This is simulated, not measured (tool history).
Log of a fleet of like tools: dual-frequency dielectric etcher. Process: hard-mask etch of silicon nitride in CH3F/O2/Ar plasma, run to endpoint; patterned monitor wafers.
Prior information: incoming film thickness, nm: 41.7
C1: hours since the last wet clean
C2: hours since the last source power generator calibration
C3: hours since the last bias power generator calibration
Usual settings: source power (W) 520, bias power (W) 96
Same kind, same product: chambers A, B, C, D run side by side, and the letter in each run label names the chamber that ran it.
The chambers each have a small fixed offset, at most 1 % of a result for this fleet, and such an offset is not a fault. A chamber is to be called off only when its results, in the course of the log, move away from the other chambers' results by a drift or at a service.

run 1A day=0.217 | source_power_(W)=520 bias_power_(W)=96 | C1=510.2 C2=30.7 C3=1749.4 | endpoint_time_(s)=49.574
run 2C day=0.354 | source_power_(W)=520 bias_power_(W)=96 | C1=192.7 C2=262.1 C3=754.5 | endpoint_time_(s)=49.687
run 3D day=0.492 | source_power_(W)=520 bias_power_(W)=96 | C1=285.7 C2=1528.8 C3=1894.9 | endpoint_time_(s)=49.009
run 4B day=0.621 | source_power_(W)=520 bias_power_(W)=96 | C1=401.5 C2=307.3 C3=1969.0 | endpoint_time_(s)=49.784
run 5B day=0.829 | source_power_(W)=520 bias_power_(W)=96 | C1=406.5 C2=312.3 C3=1974.0 | endpoint_time_(s)=49.751
run 6D day=0.946 | source_power_(W)=520 bias_power_(W)=96 | C1=296.6 C2=1539.7 C3=1905.8 | endpoint_time_(s)=48.912
run 7C day=1.121 | source_power_(W)=520 bias_power_(W)=96 | C1=211.1 C2=280.5 C3=772.9 | endpoint_time_(s)=49.690
run 8A day=1.242 | source_power_(W)=520 bias_power_(W)=96 | C1=534.8 C2=55.3 C3=1774.0 | endpoint_time_(s)=49.456
run 9D day=1.346 | source_power_(W)=610 bias_power_(W)=83 | C1=306.2 C2=1549.3 C3=1915.4 | endpoint_time_(s)=48.593
run 10B day=1.517 | source_power_(W)=610 bias_power_(W)=83 | C1=423.0 C2=328.8 C3=1990.5 | endpoint_time_(s)=49.065
run 11A day=1.692 | source_power_(W)=610 bias_power_(W)=83 | C1=545.6 C2=66.1 C3=1784.8 | endpoint_time_(s)=49.125
run 12C day=1.912 | source_power_(W)=610 bias_power_(W)=83 | C1=230.1 C2=299.5 C3=791.9 | endpoint_time_(s)=49.558
run 13B day=2.108 | source_power_(W)=450 bias_power_(W)=77 | C1=437.2 C2=343.0 C3=2004.7 | endpoint_time_(s)=56.918
run 14A day=2.250 | source_power_(W)=450 bias_power_(W)=77 | C1=559.0 C2=79.5 C3=1798.2 | endpoint_time_(s)=56.336
run 15D day=2.354 | source_power_(W)=450 bias_power_(W)=77 | C1=330.4 C2=1573.5 C3=1939.6 | endpoint_time_(s)=56.082
-- day=2.458 chamber A: wet clean of the chamber
run 16C day=2.508 | source_power_(W)=450 bias_power_(W)=77 | C1=244.4 C2=313.8 C3=806.2 | endpoint_time_(s)=57.066
run 17C day=2.721 | source_power_(W)=520 bias_power_(W)=96 | C1=249.5 C2=318.9 C3=811.3 | endpoint_time_(s)=49.626
run 18D day=2.896 | source_power_(W)=520 bias_power_(W)=96 | C1=343.4 C2=1586.5 C3=1952.6 | endpoint_time_(s)=49.055
run 19B day=3.112 | source_power_(W)=520 bias_power_(W)=96 | C1=461.3 C2=367.1 C3=2028.8 | endpoint_time_(s)=49.814
run 20A day=3.267 | source_power_(W)=520 bias_power_(W)=96 | C1=19.4 C2=103.9 C3=1822.6 | endpoint_time_(s)=48.569
run 21B day=3.475 | source_power_(W)=520 bias_power_(W)=96 | C1=470.0 C2=375.8 C3=2037.5 | endpoint_time_(s)=49.752
run 22A day=3.596 | source_power_(W)=520 bias_power_(W)=96 | C1=27.3 C2=111.8 C3=1830.5 | endpoint_time_(s)=48.661
run 23D day=3.721 | source_power_(W)=520 bias_power_(W)=96 | C1=363.2 C2=1606.3 C3=1972.4 | endpoint_time_(s)=49.027
run 24C day=3.850 | source_power_(W)=520 bias_power_(W)=96 | C1=276.6 C2=346.0 C3=838.4 | endpoint_time_(s)=49.582
run 25B day=3.996 | source_power_(W)=520 bias_power_(W)=96 | C1=482.5 C2=388.3 C3=2050.0 | endpoint_time_(s)=49.320
run 26D day=4.150 | source_power_(W)=520 bias_power_(W)=96 | C1=373.5 C2=1616.6 C3=1982.7 | endpoint_time_(s)=48.811
run 27C day=4.371 | source_power_(W)=520 bias_power_(W)=96 | C1=289.1 C2=358.5 C3=850.9 | endpoint_time_(s)=49.641
run 28A day=4.479 | source_power_(W)=520 bias_power_(W)=96 | C1=48.5 C2=133.0 C3=1851.7 | endpoint_time_(s)=48.461
run 29A day=4.617 | source_power_(W)=520 bias_power_(W)=96 | C1=51.8 C2=136.3 C3=1855.0 | endpoint_time_(s)=48.531
run 30B day=4.842 | source_power_(W)=520 bias_power_(W)=96 | C1=502.8 C2=408.6 C3=2070.3 | endpoint_time_(s)=49.661
run 31C day=5.033 | source_power_(W)=520 bias_power_(W)=96 | C1=305.0 C2=374.4 C3=866.8 | endpoint_time_(s)=49.877
run 32D day=5.238 | source_power_(W)=520 bias_power_(W)=119 | C1=399.6 C2=1642.7 C3=2008.8 | endpoint_time_(s)=45.104

The same settings go to every chamber for the next run, one line per chamber below. Forecast the results for each:
run 33A day=5.400 | source_power_(W)=520 bias_power_(W)=96 | endpoint_time_(s)=?
run 33B day=5.400 | source_power_(W)=520 bias_power_(W)=96 | endpoint_time_(s)=?
run 33C day=5.400 | source_power_(W)=520 bias_power_(W)=96 | endpoint_time_(s)=?
run 33D day=5.400 | source_power_(W)=520 bias_power_(W)=96 | endpoint_time_(s)=?

run=33A endpoint_time_(s)=48.483
run=33B endpoint_time_(s)=49.846
run=33C endpoint_time_(s)=49.676
run=33D endpoint_time_(s)=49.119
